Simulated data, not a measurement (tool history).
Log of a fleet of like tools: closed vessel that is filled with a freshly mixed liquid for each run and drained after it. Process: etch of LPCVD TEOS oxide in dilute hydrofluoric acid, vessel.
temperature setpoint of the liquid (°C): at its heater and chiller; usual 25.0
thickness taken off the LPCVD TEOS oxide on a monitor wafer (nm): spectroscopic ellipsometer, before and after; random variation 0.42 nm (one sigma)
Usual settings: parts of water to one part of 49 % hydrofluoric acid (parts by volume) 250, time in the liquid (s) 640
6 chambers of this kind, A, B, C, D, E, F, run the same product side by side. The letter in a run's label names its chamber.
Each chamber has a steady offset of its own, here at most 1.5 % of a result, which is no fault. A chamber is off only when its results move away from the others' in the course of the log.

run	day	temperature setpoint of the liquid (°C)	parts of water to one part of 49 % hydrofluoric acid (parts by volume)	time in the liquid (s)	hours since the thermometer was replaced	hours since the hydrofluoric acid flow meter was replaced	read-back film thickness of the LPCVD TEOS oxide reference wafer, read on the same gauge (nm)	thickness taken off the LPCVD TEOS oxide on a monitor wafer (nm)
1D	0.188	25.0	250	640	115.8	403.0	110.02	55.050
2B	0.425	25.0	250	640	1542.5	1190.9	109.98	56.223
3A	0.562	25.0	250	640	1141.3	428.2	110.01	55.376
4F	0.750	25.0	250	640	1155.8	132.5	109.99	56.026
5C	0.888	25.0	250	640	2830.7	223.4	109.98	55.680
6E	1.133	25.0	250	640	447.4	841.5	109.99	55.858
7A	1.367	25.0	250	640	1160.6	447.5	110.02	56.377
8E	1.662	28.5	250	375	460.1	854.2	110.00	36.639
9D	1.858	28.5	250	375	155.9	443.1	110.00	36.787
# day 1.921: chamber A: hydrofluoric acid flow meter replaced
10B	2.129	28.5	250	375	1583.4	1231.8	109.96	37.122
11F	2.300	28.5	250	375	1193.0	169.7	109.99	37.050
12C	2.608	28.5	250	375	2872.0	264.7	110.02	37.356
# day 2.842: chamber F: thermometer replaced
13A	2.904	28.5	250	375	1197.5	23.7	109.99	36.392
14F	3.192	25.0	250	640	8.4	191.1	110.00	55.779
15E	3.342	25.0	250	640	500.4	894.5	109.99	56.357
16D	3.542	25.0	250	640	196.3	483.5	110.02	55.388
# day 3.550: chamber C: thermometer replaced
17C	3.683	25.0	250	640	3.3	290.5	110.00	55.552
18B	3.875	25.0	250	640	1625.3	1273.7	110.00	57.512
19C	4.067	25.0	250	640	12.5	299.7	109.99	56.096
20B	4.321	25.0	250	640	1636.0	1284.4	110.01	56.909
21E	4.542	25.0	250	640	529.2	923.3	110.01	56.729
22D	4.708	25.0	250	640	224.3	511.5	110.02	55.555
23F	5.008	25.0	250	640	52.0	234.7	109.99	55.696
24A	5.308	25.0	250	640	1255.2	81.4	110.02	55.478
25B	5.592	22.5	250	640	1666.5	1314.9	110.01	53.860
26D	5.883	22.5	250	640	252.5	539.7	110.04	50.260
27F	6.075	22.5	250	640	77.6	260.3	109.99	50.495
28E	6.346	22.5	250	640	572.5	966.6	109.99	51.685
29A	6.517	22.5	250	640	1284.2	110.4	109.99	50.955
30C	6.758	22.5	250	640	77.1	364.3	109.96	50.508
31C	6.988	25.0	250	640	82.6	369.8	110.03	56.430
32A	7.129	25.0	250	640	1298.9	125.1	109.94	55.785
33D	7.383	25.0	250	640	288.5	575.7	110.00	55.606
34B	7.688	25.0	250	640	1716.8	1365.2	110.02	59.400
35E	7.912	25.0	250	640	610.1	1004.2	110.00	56.337
36F	8.062	20.5	250	525	125.3	308.0	110.02	38.591
37D	8.338	20.5	250	525	311.4	598.6	110.02	38.623

What goes on in this fleet: one chamber off, a drifting gauge, or nothing beyond the chambers' own small offsets? Name the chamber and the cause, if any.

Chamber B drifts away from the others.
Cause: liquid hotter than its thermometer reads (K) = 2.09.
The log may not tell that from: hydrofluoric acid flow above the setpoint (%).

Here are 4 candidates for chamber B's next run, each the usual settings with a change, their results left as question marks. Which one brings its results back in line with what the others give on the usual settings?
In line means no further than this from the other chambers' mean on the usual settings: thickness taken off the LPCVD TEOS oxide on a monitor wafer (nm) 1.500
38B-1	8.558	25.0	255	630				?
38B-2	8.558	25.0	245	640				?
38B-3	8.558	22.5	250	640				?
38B-4	8.558	25.0	250	690				?

The other chambers' mean on the usual settings: thickness taken off the LPCVD TEOS oxide on a monitor wafer (nm) 55.675
run	thickness taken off the LPCVD TEOS oxide on a monitor wafer (nm)
38B-1	58.173
38B-2	62.158
38B-3	55.574
38B-4	65.329
38B-3 brings the chamber back in line.

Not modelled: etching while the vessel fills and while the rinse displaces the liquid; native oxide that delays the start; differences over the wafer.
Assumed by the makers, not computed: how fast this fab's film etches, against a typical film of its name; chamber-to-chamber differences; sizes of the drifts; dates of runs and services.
